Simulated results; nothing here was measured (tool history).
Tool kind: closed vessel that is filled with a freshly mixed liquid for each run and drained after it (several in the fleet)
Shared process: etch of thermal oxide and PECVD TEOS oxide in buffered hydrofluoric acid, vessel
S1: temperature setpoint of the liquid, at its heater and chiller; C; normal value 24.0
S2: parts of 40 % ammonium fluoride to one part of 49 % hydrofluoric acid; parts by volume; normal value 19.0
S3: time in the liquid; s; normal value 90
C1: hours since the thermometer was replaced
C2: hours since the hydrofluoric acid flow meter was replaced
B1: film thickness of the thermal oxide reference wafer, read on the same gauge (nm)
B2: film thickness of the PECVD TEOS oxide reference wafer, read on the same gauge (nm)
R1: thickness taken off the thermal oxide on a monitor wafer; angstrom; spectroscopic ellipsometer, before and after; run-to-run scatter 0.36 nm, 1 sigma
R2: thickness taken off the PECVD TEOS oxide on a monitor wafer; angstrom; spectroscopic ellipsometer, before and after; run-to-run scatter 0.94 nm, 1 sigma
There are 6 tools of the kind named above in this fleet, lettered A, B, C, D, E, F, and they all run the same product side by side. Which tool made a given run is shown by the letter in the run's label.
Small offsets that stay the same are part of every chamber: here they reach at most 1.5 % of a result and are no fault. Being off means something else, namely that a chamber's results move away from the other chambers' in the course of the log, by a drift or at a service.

run   hour    S1    S2  S3      C1      C2      B1      B2      R1       R2
 1F    6.0  24.0  19.0  90  1592.4  1702.4  120.00  79.981  530.32  1443.50
 2C   13.1  24.0  19.0  90   883.8  1376.5  120.01  80.004  523.23  1442.00
 3E   16.8  24.0  19.0  90  1775.3   276.6  119.97  79.973  518.09  1427.70
 4D   21.2  24.0  19.0  90   181.8   564.5  119.99  80.012  525.48  1473.70
 5A   26.8  24.0  19.0  90  1386.4    75.2  120.00  80.001  526.27  1459.70
 6B   34.2  24.0  19.0  90   628.8   896.0  120.00  80.016  524.37  1448.60
      35.8  -- chamber E: thermometer replaced
 7D   40.9  24.0  19.0  90   201.5   584.2  120.02  80.006  528.86  1479.30
 8A   49.1  24.0  19.0  90  1408.7    97.5  119.98  80.000  517.70  1467.30
      54.7  -- chamber D: hydrofluoric acid flow meter replaced
 9B   55.7  24.0  19.0  90   650.3   917.5  119.99  79.971  531.55  1431.10
10C   61.7  24.0  12.5  90   932.4  1425.1  120.04  80.016  808.97  2200.90
11F   69.3  24.0  12.5  90  1655.7  1765.7  120.00  80.000  801.98  2218.20
12E   74.0  24.0  12.5  90    38.3   333.8  120.02  80.046  777.31  2135.00
13F   80.7  24.0  12.5  90  1667.1  1777.1  120.00  79.990  803.18  2198.60
14C   84.6  24.0  12.5  90   955.3  1448.0  120.01  79.985  797.87  2206.00
15D   88.4  24.0  12.5  90   249.0    33.7  119.97  80.036  798.95  2241.60
16E   93.6  26.5  19.0  50    57.9   353.4  119.97  80.005  331.04   922.09
17B   97.9  26.5  19.0  50   692.5   959.7  120.00  79.999  337.89   911.53
18A  102.3  26.5  19.0  50  1461.9   150.7  119.97  80.011  337.73   934.23
19B  107.8  26.5  19.0  50   702.4   969.6  119.96  79.974  338.54   907.44
20E  111.8  26.5  19.0  50    76.1   371.6  120.02  79.984  335.77   918.87
21C  118.0  26.5  19.0  50   988.7  1481.4  120.07  80.008  335.23   924.45
22D  121.9  24.0  19.0  90   282.5    67.2  119.96  80.000  528.02  1455.90
23F  128.0  24.0  19.0  90  1714.4  1824.4  119.97  80.000  532.49  1440.50
24A  135.7  24.0  19.0  90  1495.3   184.1  120.01  80.004  526.98  1474.50
25B  141.2  24.0  19.0  90   735.8  1003.0  120.02  79.951  527.46  1429.00
26C  148.7  22.5  22.5  90  1019.4  1512.1  120.00  80.014  423.24  1171.40
27F  153.3  22.5  22.5  90  1739.7  1849.7  120.00  80.002  430.41  1165.50
28E  159.9  22.5  22.5  90   124.2   419.7  119.99  80.006  415.76  1166.90
29A  166.1  22.5  22.5  90  1525.7   214.5  120.04  80.003  421.92  1179.90
30D  171.6  22.5  22.5  90   332.2   116.9  119.98  80.044  426.22  1180.10
31D  179.0  22.5  22.5  90   339.6   124.3  120.03  79.955  425.61  1188.90
32A  186.6  24.0  19.0  90  1546.2   235.0  119.97  80.005  525.09  1458.20
33C  192.2  24.0  19.0  90  1062.9  1555.6  120.00  79.992  521.91  1433.00
34E  200.2  24.0  19.0  90   164.5   460.0  120.00  79.975  519.43  1438.00
35B  204.2  24.0  19.0  90   798.8  1066.0  119.99  80.006  527.82  1422.40
36F  208.0  24.0  19.0  90  1794.4  1904.4  120.02  80.034  524.14  1436.60
37E  215.5  24.0  19.0  90   179.8   475.3  120.03  79.966  520.84  1436.90
38C  222.8  26.5  14.5  90  1093.5  1586.2  119.99  80.032  788.34  2153.30
39D  226.5  26.5  14.5  90   387.1   171.8  119.99  80.006  796.97  2174.80

Predict what each chamber gives when all 6 of them run the settings below next.
40A  232.5  24.0  19.0  90                   ?   ?
40B  232.5  24.0  19.0  90                   ?   ?
40C  232.5  24.0  19.0  90                   ?   ?
40D  232.5  24.0  19.0  90                   ?   ?
40E  232.5  24.0  19.0  90                   ?   ?
40F  232.5  24.0  19.0  90                   ?   ?

run      R1       R2
40A  526.69  1460.20
40B  537.89  1423.30
40C  527.26  1432.20
40D  525.04  1454.40
40E  509.56  1436.40
40F  526.26  1461.20
